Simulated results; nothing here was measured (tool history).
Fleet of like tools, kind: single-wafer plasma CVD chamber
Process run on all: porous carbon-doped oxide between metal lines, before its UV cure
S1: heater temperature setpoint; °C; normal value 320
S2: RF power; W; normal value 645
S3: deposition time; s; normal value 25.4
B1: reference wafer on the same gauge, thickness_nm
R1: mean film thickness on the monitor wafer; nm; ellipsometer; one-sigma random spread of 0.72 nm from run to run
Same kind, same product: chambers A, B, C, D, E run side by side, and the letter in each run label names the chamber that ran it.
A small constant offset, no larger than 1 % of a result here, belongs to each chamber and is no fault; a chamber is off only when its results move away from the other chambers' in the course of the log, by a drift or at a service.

-- hour=6.6 chamber C: thermocouple changed; heater temperature recalibrated
run 1B hour=9.1 | S1=320 S2=645 S3=25.4 | B1=134.88 | R1=147.58
run 2A hour=18.4 | S1=320 S2=645 S3=25.4 | B1=135.06 | R1=145.96
run 3E hour=29.5 | S1=320 S2=645 S3=25.4 | B1=135.07 | R1=148.11
run 4C hour=37.7 | S1=320 S2=645 S3=25.4 | B1=134.94 | R1=147.28
run 5D hour=43.4 | S1=320 S2=645 S3=25.4 | B1=135.04 | R1=146.18
-- hour=50.1 chamber D: RF generator calibrated
run 6E hour=50.9 | S1=320 S2=645 S3=25.4 | B1=134.98 | R1=147.41
run 7B hour=60.3 | S1=320 S2=645 S3=25.4 | B1=135.07 | R1=147.65
run 8C hour=69.5 | S1=320 S2=645 S3=25.4 | B1=134.87 | R1=147.38
run 9D hour=80 | S1=320 S2=645 S3=25.4 | B1=135.22 | R1=147.24
run 10A hour=88.9 | S1=320 S2=645 S3=25.4 | B1=135.12 | R1=144.74
run 11B hour=97.2 | S1=320 S2=645 S3=25.4 | B1=134.98 | R1=146.09
run 12D hour=108.2 | S1=320 S2=645 S3=25.4 | B1=134.92 | R1=145.71
run 13C hour=115.1 | S1=313 S2=645 S3=28.9 | B1=135.08 | R1=171.9
run 14A hour=120.2 | S1=313 S2=645 S3=28.9 | B1=134.89 | R1=172.04
run 15E hour=126.9 | S1=313 S2=645 S3=28.9 | B1=135.06 | R1=172.73
run 16D hour=135 | S1=313 S2=645 S3=28.9 | B1=135.23 | R1=172.39
run 17B hour=145.7 | S1=313 S2=645 S3=28.9 | B1=134.85 | R1=172.98
run 18C hour=153.3 | S1=320 S2=645 S3=25.4 | B1=134.79 | R1=146.61
run 19E hour=162.8 | S1=320 S2=645 S3=25.4 | B1=135.05 | R1=146.33
run 20A hour=167.9 | S1=333 S2=525 S3=25.4 | B1=135.03 | R1=120.95
run 21E hour=176.7 | S1=333 S2=525 S3=25.4 | B1=134.91 | R1=121.54
run 22C hour=182 | S1=333 S2=525 S3=25.4 | B1=135.06 | R1=119.79
run 23B hour=189.2 | S1=333 S2=525 S3=25.4 | B1=135.11 | R1=121.66
run 24D hour=194.8 | S1=333 S2=525 S3=25.4 | B1=135.08 | R1=121.02
run 25A hour=202.4 | S1=320 S2=765 S3=28.5 | B1=134.92 | R1=181.7
run 26A hour=208.3 | S1=320 S2=765 S3=28.5 | B1=135.02 | R1=181.19
run 27C hour=216 | S1=320 S2=765 S3=28.5 | B1=135.18 | R1=185.1
run 28B hour=222.4 | S1=320 S2=765 S3=28.5 | B1=135 | R1=185.14
run 29D hour=227.4 | S1=320 S2=765 S3=28.5 | B1=134.96 | R1=182.26
run 30E hour=237.7 | S1=315 S2=645 S3=25.4 | B1=134.92 | R1=152.04
run 31B hour=244.1 | S1=315 S2=645 S3=25.4 | B1=135.03 | R1=151.14
run 32E hour=251 | S1=315 S2=645 S3=25.4 | B1=134.98 | R1=151.25
run 33C hour=260.1 | S1=315 S2=645 S3=25.4 | B1=135 | R1=150.45
run 34D hour=269.4 | S1=315 S2=645 S3=25.4 | B1=134.96 | R1=149.11
run 35A hour=275.2 | S1=320 S2=645 S3=25.4 | B1=135.09 | R1=145.98
run 36B hour=280.4 | S1=320 S2=645 S3=25.4 | B1=134.95 | R1=147.23
run 37E hour=287.9 | S1=320 S2=645 S3=25.4 | B1=134.82 | R1=147.32
run 38C hour=295.2 | S1=320 S2=645 S3=25.4 | B1=134.96 | R1=146.47
run 39A hour=303.2 | S1=320 S2=645 S3=25.4 | B1=135.09 | R1=145.6
run 40D hour=312.1 | S1=320 S2=645 S3=25.4 | B1=135.05 | R1=146.6

Is one chamber out of step, is the gauge drifting, or do the chambers differ by no more than their own small offsets? For an off chamber, give its letter and the likeliest cause.

Nothing is wrong: each chamber keeps only its own small, steady offset and the gauge holds still.

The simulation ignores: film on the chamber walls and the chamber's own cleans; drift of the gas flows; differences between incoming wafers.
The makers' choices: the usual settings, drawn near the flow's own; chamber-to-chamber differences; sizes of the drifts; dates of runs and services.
